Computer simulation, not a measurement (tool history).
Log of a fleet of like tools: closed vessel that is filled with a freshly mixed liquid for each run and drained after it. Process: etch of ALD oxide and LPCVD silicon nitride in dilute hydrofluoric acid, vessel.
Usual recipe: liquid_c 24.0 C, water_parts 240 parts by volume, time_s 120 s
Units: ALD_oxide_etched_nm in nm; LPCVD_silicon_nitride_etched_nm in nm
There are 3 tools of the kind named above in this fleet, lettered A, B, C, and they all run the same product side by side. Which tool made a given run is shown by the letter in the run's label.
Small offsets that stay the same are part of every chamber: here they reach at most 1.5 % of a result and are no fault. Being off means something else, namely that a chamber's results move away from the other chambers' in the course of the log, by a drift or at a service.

run,hour,liquid_c,water_parts,time_s,hours since the thermometer was replaced,hours since the hydrofluoric acid flow meter was replaced,"read-back film thickness of the ALD oxide reference wafer, read on the same gauge (nm)","read-back film thickness of the LPCVD silicon nitride reference wafer, read on the same gauge (nm)",ALD_oxide_etched_nm,LPCVD_silicon_nitride_etched_nm
1C,6.3,24.0,240,120,1100.4,637.9,60.035,59.983,4.7587,0.20376
2B,11.3,24.0,240,120,1724.6,1221.6,60.029,60.008,4.7208,0.23072
3A,19.0,24.0,240,120,1986.2,1925.2,60.024,59.989,4.6435,0.21868
4B,24.8,24.0,240,120,1738.1,1235.1,59.998,59.997,4.7417,0.22893
5A,29.0,24.0,240,120,1996.2,1935.2,60.033,59.974,4.8344,0.26618
6C,34.4,24.0,240,120,1128.5,666.0,59.979,60.003,4.7048,0.21087
7C,42.5,24.0,240,120,1136.6,674.1,60.005,60.017,4.7688,0.25220
8B,50.3,24.0,240,120,1763.6,1260.6,60.011,60.008,4.8835,0.21624
9A,59.2,24.0,240,120,2026.4,1965.4,60.047,60.007,4.7434,0.19195
10B,65.4,24.0,240,120,1778.7,1275.7,60.000,60.002,4.8206,0.21754
11A,72.4,24.0,240,120,2039.6,1978.6,60.024,60.012,4.7976,0.20494
12C,78.2,24.0,240,120,1172.3,709.8,60.022,60.013,4.7746,0.18023
13A,83.3,24.0,240,120,2050.5,1989.5,59.986,60.010,4.8143,0.21845
14B,90.2,24.0,150,120,1803.5,1300.5,59.989,59.998,8.5017,0.32316
15C,95.8,24.0,150,120,1189.9,727.4,59.993,60.004,8.5537,0.41933
16C,101.5,24.0,150,120,1195.6,733.1,60.017,59.993,8.5963,0.35766
17A,106.9,24.0,240,120,2074.1,2013.1,60.016,59.991,4.7777,0.23329
18B,114.8,24.0,240,120,1828.1,1325.1,59.989,60.019,4.9131,0.19596
19C,120.8,24.0,240,120,1214.9,752.4,60.007,60.004,4.8850,0.21764
20A,125.2,24.0,240,120,2092.4,2031.4,60.053,60.012,4.8215,0.20843
21B,132.6,24.0,240,120,1845.9,1342.9,59.984,60.009,4.7722,0.20548
22B,138.4,24.0,240,120,1851.7,1348.7,59.990,60.001,4.7967,0.17194
23A,143.4,24.0,240,120,2110.6,2049.6,59.996,59.986,4.7725,0.27599
24C,147.6,29.0,240,120,1241.7,779.2,60.017,60.003,5.8995,0.30045
25B,154.7,29.0,240,120,1868.0,1365.0,59.993,60.002,5.7061,0.26801
# hour 156.5: chamber A: hydrofluoric acid flow meter replaced
# hour 160.0: chamber C: thermometer replaced
26C,160.9,29.0,240,120,0.9,792.5,60.013,59.981,5.9533,0.27665
27A,166.0,24.0,240,120,2133.2,9.6,59.983,59.986,4.7908,0.19689
28C,173.6,24.0,165,120,13.6,805.2,60.020,59.997,7.9368,0.29106
29B,178.8,24.0,165,120,1892.1,1389.1,59.985,60.016,7.5289,0.33557
30A,186.9,24.0,165,120,2154.1,30.5,60.013,60.001,7.5917,0.30969
31B,193.1,24.0,240,120,1906.4,1403.4,59.983,59.992,4.8667,0.17376
32C,198.8,24.0,240,120,38.8,830.4,59.997,60.013,5.0377,0.23090
33A,204.4,24.0,240,120,2171.6,48.0,60.028,60.004,4.7783,0.18835
34B,209.9,24.0,240,120,1923.2,1420.2,60.025,59.997,4.8300,0.26250
35A,216.8,28.5,240,120,2184.0,60.4,59.994,60.018,5.5237,0.30683
36C,225.7,28.5,240,120,65.7,857.3,59.996,60.009,6.0218,0.34428
37C,231.9,28.5,240,120,71.9,863.5,60.028,60.005,5.9948,0.39611
38A,240.1,24.0,240,120,2207.3,83.7,59.969,59.998,4.7318,0.18951
39B,245.0,24.0,320,120,1958.3,1455.3,60.024,60.000,3.3804,0.14895
40C,250.0,24.0,320,120,90.0,881.6,59.983,59.992,3.5830,0.22293
41B,257.0,24.0,320,120,1970.3,1467.3,59.972,60.013,3.3425,0.17369
42A,261.9,24.0,240,120,2229.1,105.5,60.036,59.991,4.6931,0.20297

For the next run the whole fleet of 3 chambers uses the same settings. Give each chamber's results:
43A,268.6,24.0,240,60,,,,,?,?
43B,268.6,24.0,240,60,,,,,?,?
43C,268.6,24.0,240,60,,,,,?,?

run,ALD_oxide_etched_nm,LPCVD_silicon_nitride_etched_nm
43A,2.4037,0.11674
43B,2.4156,0.11439
43C,2.6136,0.14560

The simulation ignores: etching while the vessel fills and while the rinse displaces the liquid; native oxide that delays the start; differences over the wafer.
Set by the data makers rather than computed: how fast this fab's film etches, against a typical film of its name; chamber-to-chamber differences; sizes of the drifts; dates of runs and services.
